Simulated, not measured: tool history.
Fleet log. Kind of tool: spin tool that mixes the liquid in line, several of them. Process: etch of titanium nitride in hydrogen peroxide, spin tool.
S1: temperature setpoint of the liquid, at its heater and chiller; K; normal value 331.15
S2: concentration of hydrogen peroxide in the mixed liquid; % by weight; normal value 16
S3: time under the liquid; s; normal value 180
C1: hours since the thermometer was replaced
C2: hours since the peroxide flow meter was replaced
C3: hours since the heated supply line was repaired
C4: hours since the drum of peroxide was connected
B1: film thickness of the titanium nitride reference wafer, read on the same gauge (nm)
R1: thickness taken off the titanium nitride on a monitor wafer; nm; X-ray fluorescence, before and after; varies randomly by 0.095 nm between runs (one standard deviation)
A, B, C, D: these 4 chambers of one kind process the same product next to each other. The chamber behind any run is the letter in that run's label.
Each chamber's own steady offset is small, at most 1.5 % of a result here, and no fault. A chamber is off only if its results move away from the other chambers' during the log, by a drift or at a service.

| run | hour | S1 | S2 | S3 | C1 | C2 | C3 | C4 | B1 | R1 |
|---|---|---|---|---|---|---|---|---|---|---|
| 1A | 8.5 | 331.15 | 16 | 180 | 426.4 | 189.6 | 981.5 | 715.1 | 70.002 | 13.115 |
| 2D | 14.0 | 331.15 | 16 | 180 | 1052.1 | 801.4 | 3418.9 | 143.6 | 69.994 | 13.206 |
|  | 20.5 | chamber B: heated supply line repaired |
| 3C | 20.7 | 331.15 | 16 | 180 | 868.7 | 188.5 | 1168.7 | 799.6 | 70.006 | 13.184 |
| 4B | 26.2 | 331.15 | 16 | 180 | 715.2 | 95.3 | 5.8 | 90.9 | 69.997 | 13.260 |
| 5B | 32.8 | 331.15 | 16 | 180 | 721.8 | 101.9 | 12.4 | 97.5 | 70.022 | 13.327 |
|  | 38.9 | chamber D: heated supply line repaired |
| 6C | 40.8 | 331.15 | 16 | 180 | 888.8 | 208.6 | 1188.8 | 819.7 | 69.985 | 12.978 |
| 7D | 50.2 | 324.65 | 16 | 240 | 1088.3 | 837.6 | 11.3 | 179.8 | 70.013 | 11.015 |
| 8A | 57.5 | 324.65 | 16 | 240 | 475.4 | 238.6 | 1030.5 | 764.1 | 69.984 | 11.113 |
| 9A | 62.6 | 324.65 | 16 | 240 | 480.5 | 243.7 | 1035.6 | 769.2 | 70.006 | 11.004 |
| 10D | 71.4 | 324.65 | 16 | 240 | 1109.5 | 858.8 | 32.5 | 201.0 | 69.987 | 11.119 |
| 11C | 80.8 | 331.15 | 16 | 180 | 928.8 | 248.6 | 1228.8 | 859.7 | 69.993 | 13.067 |
| 12B | 86.2 | 331.15 | 16 | 180 | 775.2 | 155.3 | 65.8 | 150.9 | 70.007 | 13.368 |
| 13C | 92.6 | 331.15 | 16 | 180 | 940.6 | 260.4 | 1240.6 | 871.5 | 69.995 | 13.089 |
| 14B | 98.6 | 331.15 | 16 | 180 | 787.6 | 167.7 | 78.2 | 163.3 | 70.000 | 13.326 |
| 15D | 103.2 | 331.15 | 16 | 260 | 1141.3 | 890.6 | 64.3 | 232.8 | 70.006 | 18.984 |
| 16A | 113.0 | 331.15 | 16 | 260 | 530.9 | 294.1 | 1086.0 | 819.6 | 69.999 | 18.912 |
| 17C | 122.5 | 331.15 | 16 | 260 | 970.5 | 290.3 | 1270.5 | 901.4 | 69.996 | 19.123 |
| 18A | 128.5 | 331.15 | 16 | 260 | 546.4 | 309.6 | 1101.5 | 835.1 | 69.991 | 19.363 |
| 19B | 136.7 | 331.15 | 12 | 220 | 825.7 | 205.8 | 116.3 | 201.4 | 70.004 | 15.125 |
| 20D | 143.4 | 331.15 | 12 | 220 | 1181.5 | 930.8 | 104.5 | 273.0 | 69.985 | 15.311 |
| 21A | 152.9 | 331.15 | 12 | 220 | 570.8 | 334.0 | 1125.9 | 859.5 | 69.992 | 15.220 |
| 22B | 163.1 | 331.15 | 12 | 220 | 852.1 | 232.2 | 142.7 | 227.8 | 70.000 | 14.893 |
| 23D | 171.1 | 323.15 | 16 | 265 | 1209.2 | 958.5 | 132.2 | 300.7 | 70.003 | 10.947 |
| 24C | 177.5 | 323.15 | 16 | 265 | 1025.5 | 345.3 | 1325.5 | 956.4 | 70.023 | 11.119 |
| 25D | 183.4 | 323.15 | 16 | 265 | 1221.5 | 970.8 | 144.5 | 313.0 | 69.982 | 10.976 |
| 26B | 189.7 | 323.15 | 16 | 265 | 878.7 | 258.8 | 169.3 | 254.4 | 69.999 | 10.660 |
| 27A | 199.1 | 331.15 | 16 | 180 | 617.0 | 380.2 | 1172.1 | 905.7 | 70.004 | 13.148 |
| 28C | 204.9 | 331.15 | 16 | 180 | 1052.9 | 372.7 | 1352.9 | 983.8 | 69.977 | 13.021 |
| 29B | 213.9 | 331.15 | 16 | 180 | 902.9 | 283.0 | 193.5 | 278.6 | 69.995 | 12.520 |
| 30A | 222.2 | 331.15 | 16 | 180 | 640.1 | 403.3 | 1195.2 | 928.8 | 69.992 | 13.241 |
| 31D | 230.2 | 331.15 | 16 | 180 | 1268.3 | 1017.6 | 191.3 | 359.8 | 69.996 | 13.073 |
| 32C | 234.9 | 331.15 | 16 | 180 | 1082.9 | 402.7 | 1382.9 | 1013.8 | 69.973 | 12.981 |
| 33B | 239.5 | 331.15 | 16 | 180 | 928.5 | 308.6 | 219.1 | 304.2 | 70.000 | 12.455 |
| 34A | 246.6 | 331.15 | 16 | 180 | 664.5 | 427.7 | 1219.6 | 953.2 | 70.008 | 13.148 |
| 35C | 254.2 | 336.15 | 16 | 180 | 1102.2 | 422.0 | 1402.2 | 1033.1 | 69.984 | 18.406 |
| 36D | 264.4 | 336.15 | 16 | 180 | 1302.5 | 1051.8 | 225.5 | 394.0 | 70.005 | 18.454 |
| 37D | 272.8 | 336.15 | 16 | 180 | 1310.9 | 1060.2 | 233.9 | 402.4 | 70.000 | 18.495 |

One chamber off, gauge drift, or nothing amiss beyond the chambers' own small offsets? If it is a chamber, which one, and what is the likeliest cause?

Chamber B drifts away from the others.
Likeliest cause: liquid colder than its thermometer reads (K) = 1.04.
With only this log, it may be confused with: temperature lost on the way to the wafer (K).

Chamber B could run next with any of the 4 candidate recipes listed below; each alters the usual settings, and their results appear as question marks. Which one brings its results back in line with what the other chambers deliver on the usual settings?
Maximum distance from the other chambers' mean on the usual settings for a result to count as in line: R1 0.330 nm
| 38B-1 | 280.3 | 332.15 | 16 | 190 |  |  |  |  |  | ? |
| 38B-2 | 280.3 | 330.65 | 16 | 175 |  |  |  |  |  | ? |
| 38B-3 | 280.3 | 330.15 | 16 | 170 |  |  |  |  |  | ? |
| 38B-4 | 280.3 | 332.15 | 16 | 180 |  |  |  |  |  | ? |

Usual-settings mean across the other chambers: R1 13.128 nm
| run | R1 |
|---|---|
| 38B-1 | 13.847 |
| 38B-2 | 11.490 |
| 38B-3 | 10.773 |
| 38B-4 | 13.119 |
Change 38B-4 lands the chamber within the allowed miss of the other chambers.
